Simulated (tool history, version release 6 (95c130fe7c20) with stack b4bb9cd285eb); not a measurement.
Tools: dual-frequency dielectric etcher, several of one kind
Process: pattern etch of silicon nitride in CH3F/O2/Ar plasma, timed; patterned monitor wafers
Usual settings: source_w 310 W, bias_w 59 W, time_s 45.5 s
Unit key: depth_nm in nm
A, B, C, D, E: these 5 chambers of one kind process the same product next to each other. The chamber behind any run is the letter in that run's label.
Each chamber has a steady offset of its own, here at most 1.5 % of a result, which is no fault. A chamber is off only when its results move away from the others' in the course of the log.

run   hour  source_w  bias_w  time_s  hours since the last wet clean  hours since the last source power generator calibration  hours since the last bias power generator calibration  read-back reference wafer on the same gauge, depth_nm  depth_nm
 1C    5.1       310      59    45.5                           436.0                                                   1043.3                                                 1375.6                                                 26.812    26.910
 2E   12.9       310      59    45.5                           375.3                                                   1333.6                                                  573.9                                                 26.778    26.749
 3A   21.7       310      59    45.5                           437.6                                                   1868.9                                                 3203.2                                                 26.813    27.184
 4B   27.2       310      59    45.5                           260.3                                                   4453.1                                                 1612.4                                                 26.798    27.308
 5D   37.2       310      59    45.5                           352.2                                                   4107.0                                                 1409.5                                                 26.774    26.812
 6A   45.8       310      59    54.5                           461.7                                                   1893.0                                                 3227.3                                                 26.804    32.702
      50.8  -- chamber D: source power generator calibrated
 7E   51.5       310      59    54.5                           413.9                                                   1372.2                                                  612.5                                                 26.818    32.268
 8D   56.9       310      59    54.5                           371.9                                                      6.1                                                 1429.2                                                 26.801    32.224
 9B   62.4       310      59    54.5                           295.5                                                   4488.3                                                 1647.6                                                 26.813    32.629
10C   72.6       310      59    54.5                           503.5                                                   1110.8                                                 1443.1                                                 26.807    32.215
11C   80.4       310      47    45.5                           511.3                                                   1118.6                                                 1450.9                                                 26.815    24.959
      81.2  -- chamber A: wet clean of the chamber
12B   87.8       310      47    45.5                           320.9                                                   4513.7                                                 1673.0                                                 26.803    25.383
13A   95.7       310      47    45.5                            14.5                                                   1942.9                                                 3277.2                                                 26.773    25.340
14E  105.5       310      47    45.5                           467.9                                                   1426.2                                                  666.5                                                 26.801    24.989
15D  112.0       310      47    45.5                           427.0                                                     61.2                                                 1484.3                                                 26.806    24.992
16A  117.5       310      59    45.5                            36.3                                                   1964.7                                                 3299.0                                                 26.789    27.248
     120.9  -- chamber D: wet clean of the chamber
17E  125.7       310      59    37.0                           488.1                                                   1446.4                                                  686.7                                                 26.807    21.929
18C  133.9       310      59    37.0                           564.8                                                   1172.1                                                 1504.4                                                 26.801    21.850
19D  138.7       310      59    37.0                            17.8                                                     87.9                                                 1511.0                                                 26.774    22.755
     143.1  -- chamber C: wet clean of the chamber
20B  147.9       310      59    37.0                           381.0                                                   4573.8                                                 1733.1                                                 26.803    22.235
21C  156.0       310      59    37.0                            13.0                                                   1194.2                                                 1526.5                                                 26.806    21.875
22D  162.0       350      59    41.0                            41.1                                                    111.2                                                 1534.3                                                 26.819    26.403
23B  169.1       350      59    41.0                           402.2                                                   4595.0                                                 1754.3                                                 26.800    25.776
24A  175.7       350      59    41.0                            94.5                                                   2022.9                                                 3357.2                                                 26.809    25.772
25E  183.9       350      59    41.0                           546.3                                                   1504.6                                                  744.9                                                 26.808    25.262
26E  193.6       350      59    41.0                           556.0                                                   1514.3                                                  754.6                                                 26.777    25.411
27B  201.0       310      59    45.5                           434.1                                                   4626.9                                                 1786.2                                                 26.803    27.332
28C  210.1       310      59    45.5                            67.1                                                   1248.3                                                 1580.6                                                 26.806    26.921
29A  220.1       310      59    45.5                           138.9                                                   2067.3                                                 3401.6                                                 26.778    27.198
30D  224.6       310      59    45.5                           103.7                                                    173.8                                                 1596.9                                                 26.795    27.902
31D  229.9       310      59    45.5                           109.0                                                    179.1                                                 1602.2                                                 26.796    28.041
32B  239.8       310      59    45.5                           472.9                                                   4665.7                                                 1825.0                                                 26.790    27.161
33E  245.0       310      59    45.5                           607.4                                                   1565.7                                                  806.0                                                 26.822    26.857
     247.6  -- chamber B: source power generator calibrated
34A  250.5       310      59    45.5                           169.3                                                   2097.7                                                 3432.0                                                 26.808    27.189
35C  255.6       360      54    45.5                           112.6                                                   1293.8                                                 1626.1                                                 26.804    27.890
36D  261.8       360      54    45.5                           140.9                                                    211.0                                                 1634.1                                                 26.783    28.739
37C  271.5       360      54    45.5                           128.5                                                   1309.7                                                 1642.0                                                 26.781    27.696
     278.4  -- chamber E: wet clean of the chamber
38B  280.6       360      54    45.5                           513.7                                                     33.0                                                 1865.8                                                 26.793    28.173
39E  290.3       360      54    45.5                            11.9                                                   1611.0                                                  851.3                                                 26.799    27.678
40A  294.8       310      59    45.5                           213.6                                                   2142.0                                                 3476.3                                                 26.790    27.255
41C  304.6       310      59    45.5                           161.6                                                   1342.8                                                 1675.1                                                 26.782    27.032

Does one chamber stand apart from the rest, does the shared gauge drift, or is all well apart from small per-chamber offsets? Give the chamber and the most likely cause, where there is one.

After it was serviced, chamber D no longer matches the other chambers.
Likeliest cause: etch rate over this chamber's usual, % = 3.69.

Which of the 4 candidates below, each the usual settings with something changed and its results left as question marks, puts chamber D back in line with what the other chambers give on the usual settings?
To be in line, a result may differ from the other chambers' mean on the usual settings by at most: depth_nm 0.280 nm
42D-1  311.9       310      59    44.0                                                                                                                                                                                                                ?
42D-2  311.9       310      59    47.0                                                                                                                                                                                                                ?
42D-3  311.9       350      59    45.5                                                                                                                                                                                                                ?
42D-4  311.9       310      51    45.5                                                                                                                                                                                                                ?

Mean of the other chambers on the usual settings: depth_nm 27.095 nm
  run  depth_nm
42D-1    27.037
42D-2    28.881
42D-3    29.272
42D-4    26.662
The answer is 42D-1, which returns the chamber to within the allowed miss of the others.

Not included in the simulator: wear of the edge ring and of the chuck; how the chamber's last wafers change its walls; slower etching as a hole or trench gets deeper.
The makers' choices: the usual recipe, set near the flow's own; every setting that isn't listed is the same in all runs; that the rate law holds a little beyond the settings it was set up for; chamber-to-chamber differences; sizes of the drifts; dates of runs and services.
